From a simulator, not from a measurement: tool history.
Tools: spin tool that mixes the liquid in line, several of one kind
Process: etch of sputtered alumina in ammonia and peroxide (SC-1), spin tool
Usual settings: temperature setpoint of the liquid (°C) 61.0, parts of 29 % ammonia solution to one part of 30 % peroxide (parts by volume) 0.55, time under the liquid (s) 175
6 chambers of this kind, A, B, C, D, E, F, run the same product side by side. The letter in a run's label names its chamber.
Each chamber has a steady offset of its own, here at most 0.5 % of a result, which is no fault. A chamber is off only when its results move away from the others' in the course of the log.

run	hour	temperature setpoint of the liquid (°C)	parts of 29 % ammonia solution to one part of 30 % peroxide (parts by volume)	time under the liquid (s)	hours since the thermometer was replaced	hours since the ammonia flow meter was replaced	hours since the heated supply line was repaired	hours since the drum of ammonia solution was connected	read-back film thickness of the sputtered alumina reference wafer, read on the same gauge (nm)	thickness taken off the sputtered alumina on a monitor wafer (nm)
1C	2.5	61.0	0.55	175	299.8	1003.4	267.8	355.5	80.000	17.9210
2B	4.8	61.0	0.55	175	893.7	373.2	227.4	150.2	79.990	17.9410
3D	8.0	61.0	0.55	175	998.3	1391.6	581.3	315.6	80.020	17.8140
4F	12.5	61.0	0.55	175	675.1	1492.2	1116.6	328.3	79.986	18.0070
5A	15.2	55.5	0.65	175	220.6	550.5	1742.7	344.4	79.989	13.7050
6E	19.3	55.5	0.65	175	463.8	734.2	993.0	790.5	80.021	13.6230
7D	22.0	55.5	0.65	175	1012.3	1405.6	595.3	329.6	80.018	13.7540
8B	25.6	55.5	0.65	175	914.5	394.0	248.2	171.0	80.033	13.8290
9A	28.2	55.5	0.65	175	233.6	563.5	1755.7	357.4	80.007	13.7040
10E	30.8	55.5	0.65	175	475.3	745.7	1004.5	802.0	79.990	13.6460
11C	34.2	61.0	0.55	175	331.5	1035.1	299.5	387.2	80.005	17.9200
12F	37.6	61.0	0.40	135	700.2	1517.3	1141.7	353.4	79.979	13.4600
13E	39.8	61.0	0.40	135	484.3	754.7	1013.5	811.0	79.995	13.4110
14C	43.2	61.0	0.40	135	340.5	1044.1	308.5	396.2	79.983	13.4780
15B	45.9	61.0	0.40	135	934.8	414.3	268.5	191.3	79.997	13.6500
16F	48.8	61.0	0.40	135	711.4	1528.5	1152.9	364.6	79.993	13.4470
17A	52.8	61.0	0.40	135	258.2	588.1	1780.3	382.0	79.970	13.4200
18D	56.5	61.0	0.55	175	1046.8	1440.1	629.8	364.1	80.008	17.8080
19D	60.5	61.0	0.55	75	1050.8	1444.1	633.8	368.1	79.990	7.6958
20C	65.1	61.0	0.55	75	362.4	1066.0	330.4	418.1	80.019	7.7504
# hour 67.1: chamber A: heated supply line repaired
21E	67.1	61.0	0.55	75	511.6	782.0	1040.8	838.3	80.009	7.6243
22F	69.6	61.0	0.55	75	732.2	1549.3	1173.7	385.4	79.999	7.5916
23A	72.0	61.0	0.55	75	277.4	607.3	5.0	401.2	80.004	7.6776
24B	75.8	61.0	0.55	75	964.7	444.2	298.4	221.2	80.034	7.7413
# hour 78.5: chamber E: thermometer replaced
25D	78.8	61.0	0.55	175	1069.1	1462.4	652.1	386.4	79.985	17.8720
26A	81.1	61.0	0.55	175	286.5	616.4	14.1	410.3	80.025	17.8360
27B	85.2	61.0	0.55	175	974.1	453.6	307.8	230.6	79.994	17.9930
28C	87.3	61.0	0.55	175	384.6	1088.2	352.6	440.3	79.965	18.3960
29E	91.0	61.0	0.55	175	12.6	805.9	1064.7	862.2	80.003	17.8210
30F	93.0	61.0	0.55	175	755.6	1572.7	1197.1	408.8	80.005	17.8750
# hour 94.7: chamber E: new drum of ammonia solution connected
31F	96.4	61.0	0.55	175	759.0	1576.1	1200.5	412.2	80.007	18.0730
32D	100.9	61.0	0.55	175	1091.2	1484.5	674.2	408.5	79.985	18.0560
33E	105.1	70.0	0.45	175	26.7	820.0	1078.8	10.4	80.002	27.4280
34C	108.1	70.0	0.45	175	405.4	1109.0	373.4	461.1	79.997	28.5280
# hour 108.8: chamber E: ammonia flow meter replaced
35B	111.5	70.0	0.45	175	1000.4	479.9	334.1	256.9	80.000	27.7260
36A	114.9	70.0	0.45	175	320.3	650.2	47.9	444.1	79.976	27.5210
37B	118.5	70.0	0.45	175	1007.4	486.9	341.1	263.9	80.011	27.7870
38A	122.9	70.0	0.45	175	328.3	658.2	55.9	452.1	79.980	27.3270
39C	126.8	61.0	0.55	175	424.1	1127.7	392.1	479.8	79.998	18.7660
40E	130.8	61.0	0.55	175	52.4	22.1	1104.5	36.1	79.998	18.0640
41F	134.6	69.0	0.55	265	797.2	1614.3	1238.7	450.4	79.990	40.1330

Next, every chamber runs the same settings. What will each give?
42A	137.9	61.0	0.55	175						?
42B	137.9	61.0	0.55	175						?
42C	137.9	61.0	0.55	175						?
42D	137.9	61.0	0.55	175						?
42E	137.9	61.0	0.55	175						?
42F	137.9	61.0	0.55	175						?

run	thickness taken off the sputtered alumina on a monitor wafer (nm)
42A	17.9850
42B	18.1540
42C	18.9910
42D	17.7770
42E	17.7530
42F	17.8500
